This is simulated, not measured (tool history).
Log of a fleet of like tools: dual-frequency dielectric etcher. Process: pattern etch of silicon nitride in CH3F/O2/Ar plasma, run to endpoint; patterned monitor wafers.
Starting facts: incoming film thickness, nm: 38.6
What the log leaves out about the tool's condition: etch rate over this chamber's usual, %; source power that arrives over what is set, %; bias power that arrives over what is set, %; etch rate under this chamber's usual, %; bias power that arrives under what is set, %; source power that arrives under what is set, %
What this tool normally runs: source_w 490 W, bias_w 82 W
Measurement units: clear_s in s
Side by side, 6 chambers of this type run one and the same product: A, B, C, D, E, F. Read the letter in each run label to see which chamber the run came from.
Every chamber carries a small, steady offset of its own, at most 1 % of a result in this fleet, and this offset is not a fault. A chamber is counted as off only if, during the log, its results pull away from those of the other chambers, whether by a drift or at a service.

run     day  source_w  bias_w  hours since the last wet clean  hours since the last source power generator calibration  hours since the last bias power generator calibration  clear_s
 1A   0.546       490      82                           216.6                                                   2433.1                                                 1083.4   49.199
 2F   1.133       490      82                            37.5                                                    851.2                                                 1984.4   49.347
 3C   1.692       490      82                           146.8                                                   3469.1                                                 3888.8   49.318
 4D   2.033       490      82                           116.8                                                   1506.5                                                 1816.4   49.129
 5E   2.492       490      82                           309.8                                                   2010.2                                                 1068.8   49.319
 6B   2.921       490      82                           202.3                                                   1027.9                                                   1802   49.949
 7D   3.525       490      82                           152.6                                                   1542.3                                                 1852.2    49.45
 8A   4.079       440     101                           301.4                                                   2517.9                                                 1168.2   47.417
 9B   4.633       440     101                           243.4                                                     1069                                                 1843.1   48.228
10C   5.183       440     101                           230.6                                                   3552.9                                                 3972.6   47.464
11F   5.588       440     101                           144.4                                                    958.1                                                 2091.3   47.505
12E   6.229       440     101                           399.5                                                   2099.9                                                 1158.5   48.046
13C   6.662       440     101                           266.1                                                   3588.4                                                 4008.1   47.962
14B   6.996       490      82                           300.1                                                   1125.7                                                 1899.8   49.934
15A   7.383       490      82                           380.7                                                   2597.2                                                 1247.5   49.044
16F   8.012       490      82                           202.6                                                   1016.3                                                 2149.5   49.252
17D   8.433       490      82                           270.4                                                   1660.1                                                   1970   49.527
18E   8.888       490      82                           463.3                                                   2163.7                                                 1222.3   49.172
19E   9.242       490      82                           471.8                                                   2172.2                                                 1230.8   49.153
      9.562  -- chamber A: wet clean of the chamber
20D   9.583       490      82                             298                                                   1687.7                                                 1997.6   49.557
21B  10.133       490      82                           375.4                                                     1201                                                 1975.1   49.802
     10.617  -- chamber D: wet clean of the chamber
22F   10.65       490      82                           265.9                                                   1079.6                                                 2212.8   49.567
     10.808  -- chamber B: wet clean of the chamber
23A  11.067       490      82                            36.2                                                   2685.6                                                 1335.9   46.413
24C  11.608       490      82                           384.8                                                   3707.1                                                 4126.8   48.873
     11.833  -- chamber E: wet clean of the chamber
25C  12.083       490      82                           396.2                                                   3718.5                                                 4138.2   49.328
26E  12.738       490      82                            21.8                                                   2256.1                                                 1314.7   49.071
27B  13.308       490      82                              60                                                   1277.2                                                 2051.3   50.162
28D  13.754       490      82                            75.4                                                   1787.8                                                 2097.7   49.303
     13.979  -- chamber C: wet clean of the chamber
29A  14.338       490      82                           114.7                                                   2764.1                                                 1414.4   46.917
30F  14.829       490      82                           366.2                                                   1179.9                                                 2313.1   49.386
     15.246  -- chamber C: bias power generator calibrated
31B  15.433       490      82                             111                                                   1328.2                                                 2102.3   49.574
32D  15.767       490      82                           123.7                                                   1836.1                                                   2146   49.058
33A    16.3       490      82                           161.8                                                   2811.2                                                 1461.5   46.641
34F  16.796       490      82                           413.4                                                   1227.1                                                 2360.3   49.151
     16.838  -- chamber F: wet clean of the chamber
35C    17.2       490      82                            77.4                                                   3841.3                                                   46.9   48.924
36E  17.733       490      82                           141.7                                                     2376                                                 1434.6   49.286
37C  18.358       490      82                           105.2                                                   3869.1                                                   74.7   49.033
38F  18.925       490      82                            50.1                                                   1278.2                                                 2411.4   49.589
39E  19.442       490      82                           182.7                                                     2417                                                 1475.6   49.686

Each of the 6 chambers runs these same settings next. Fill in every chamber's results:
40A  19.908       430      82                                                                                                                                                        ?
40B  19.908       430      82                                                                                                                                                        ?
40C  19.908       430      82                                                                                                                                                        ?
40D  19.908       430      82                                                                                                                                                        ?
40E  19.908       430      82                                                                                                                                                        ?
40F  19.908       430      82                                                                                                                                                        ?

run  clear_s
40A   48.808
40B   52.129
40C   51.574
40D   51.692
40E   51.587
40F   51.751

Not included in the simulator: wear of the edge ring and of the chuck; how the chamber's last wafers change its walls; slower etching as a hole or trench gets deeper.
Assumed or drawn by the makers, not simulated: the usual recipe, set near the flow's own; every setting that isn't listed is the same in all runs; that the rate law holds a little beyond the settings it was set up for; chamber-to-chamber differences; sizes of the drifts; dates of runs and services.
